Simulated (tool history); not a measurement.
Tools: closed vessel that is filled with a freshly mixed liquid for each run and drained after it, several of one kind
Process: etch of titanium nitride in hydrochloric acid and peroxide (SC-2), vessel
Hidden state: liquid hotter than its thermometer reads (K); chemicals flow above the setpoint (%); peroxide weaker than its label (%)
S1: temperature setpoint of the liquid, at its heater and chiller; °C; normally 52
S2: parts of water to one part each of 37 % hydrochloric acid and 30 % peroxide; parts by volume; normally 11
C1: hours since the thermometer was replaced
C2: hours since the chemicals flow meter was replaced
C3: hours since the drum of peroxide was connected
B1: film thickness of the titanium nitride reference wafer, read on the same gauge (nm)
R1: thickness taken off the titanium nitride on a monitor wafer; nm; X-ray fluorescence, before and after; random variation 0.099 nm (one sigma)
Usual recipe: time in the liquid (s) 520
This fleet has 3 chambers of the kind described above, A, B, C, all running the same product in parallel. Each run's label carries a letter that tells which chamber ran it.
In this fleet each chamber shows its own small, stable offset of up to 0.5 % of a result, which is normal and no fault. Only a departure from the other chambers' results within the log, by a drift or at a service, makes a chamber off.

run 1C hour=5.6 | S1=52 S2=11 time_in_the_liquid_(s)=520 | C1=266.7 C2=137.1 C3=117.1 | B1=49.993 | R1=19.611
run 2A hour=11.1 | S1=52 S2=11 time_in_the_liquid_(s)=520 | C1=50.0 C2=83.1 C3=104.0 | B1=49.984 | R1=19.604
run 3B hour=19.4 | S1=52 S2=11 time_in_the_liquid_(s)=520 | C1=33.7 C2=2039.7 C3=759.2 | B1=49.992 | R1=19.524
run 4C hour=24.3 | S1=52 S2=11 time_in_the_liquid_(s)=520 | C1=285.4 C2=155.8 C3=135.8 | B1=49.993 | R1=19.678
run 5B hour=32.0 | S1=52 S2=11 time_in_the_liquid_(s)=520 | C1=46.3 C2=2052.3 C3=771.8 | B1=49.992 | R1=19.586
run 6A hour=42.1 | S1=52 S2=11 time_in_the_liquid_(s)=520 | C1=81.0 C2=114.1 C3=135.0 | B1=50.003 | R1=19.657
run 7B hour=51.4 | S1=52 S2=11 time_in_the_liquid_(s)=520 | C1=65.7 C2=2071.7 C3=791.2 | B1=49.999 | R1=19.467
run 8C hour=60.7 | S1=52 S2=11 time_in_the_liquid_(s)=520 | C1=321.8 C2=192.2 C3=172.2 | B1=49.979 | R1=19.760
run 9A hour=70.6 | S1=52 S2=11 time_in_the_liquid_(s)=520 | C1=109.5 C2=142.6 C3=163.5 | B1=50.036 | R1=19.334
run 10C hour=78.1 | S1=52 S2=11 time_in_the_liquid_(s)=520 | C1=339.2 C2=209.6 C3=189.6 | B1=49.984 | R1=19.755
run 11A hour=85.6 | S1=52 S2=11 time_in_the_liquid_(s)=520 | C1=124.5 C2=157.6 C3=178.5 | B1=50.011 | R1=19.117
run 12B hour=94.1 | S1=52 S2=11 time_in_the_liquid_(s)=520 | C1=108.4 C2=2114.4 C3=833.9 | B1=50.003 | R1=19.595
run 13A hour=99.4 | S1=52 S2=11 time_in_the_liquid_(s)=520 | C1=138.3 C2=171.4 C3=192.3 | B1=50.021 | R1=18.899
run 14C hour=108.2 | S1=52 S2=11 time_in_the_liquid_(s)=520 | C1=369.3 C2=239.7 C3=219.7 | B1=49.999 | R1=19.739
run 15B hour=114.8 | S1=52 S2=11 time_in_the_liquid_(s)=520 | C1=129.1 C2=2135.1 C3=854.6 | B1=50.015 | R1=19.514
run 16A hour=119.3 | S1=52 S2=11 time_in_the_liquid_(s)=520 | C1=158.2 C2=191.3 C3=212.2 | B1=50.011 | R1=18.691
run 17C hour=126.6 | S1=52 S2=11 time_in_the_liquid_(s)=520 | C1=387.7 C2=258.1 C3=238.1 | B1=49.973 | R1=19.622
run 18B hour=136.4 | S1=52 S2=11 time_in_the_liquid_(s)=520 | C1=150.7 C2=2156.7 C3=876.2 | B1=50.011 | R1=19.681
run 19C hour=141.2 | S1=52 S2=11 time_in_the_liquid_(s)=520 | C1=402.3 C2=272.7 C3=252.7 | B1=49.989 | R1=19.781
run 20A hour=149.2 | S1=52 S2=11 time_in_the_liquid_(s)=520 | C1=188.1 C2=221.2 C3=242.1 | B1=49.976 | R1=18.427
run 21B hour=153.7 | S1=52 S2=11 time_in_the_liquid_(s)=520 | C1=168.0 C2=2174.0 C3=893.5 | B1=49.990 | R1=19.555

For the next run the whole fleet of 3 chambers uses the same settings. Give each chamber's results:
run 22A hour=161.1 | S1=52 S2=11 time_in_the_liquid_(s)=520 | R1=?
run 22B hour=161.1 | S1=52 S2=11 time_in_the_liquid_(s)=520 | R1=?
run 22C hour=161.1 | S1=52 S2=11 time_in_the_liquid_(s)=520 | R1=?

run=22A R1=18.218
run=22B R1=19.556
run=22C R1=19.508
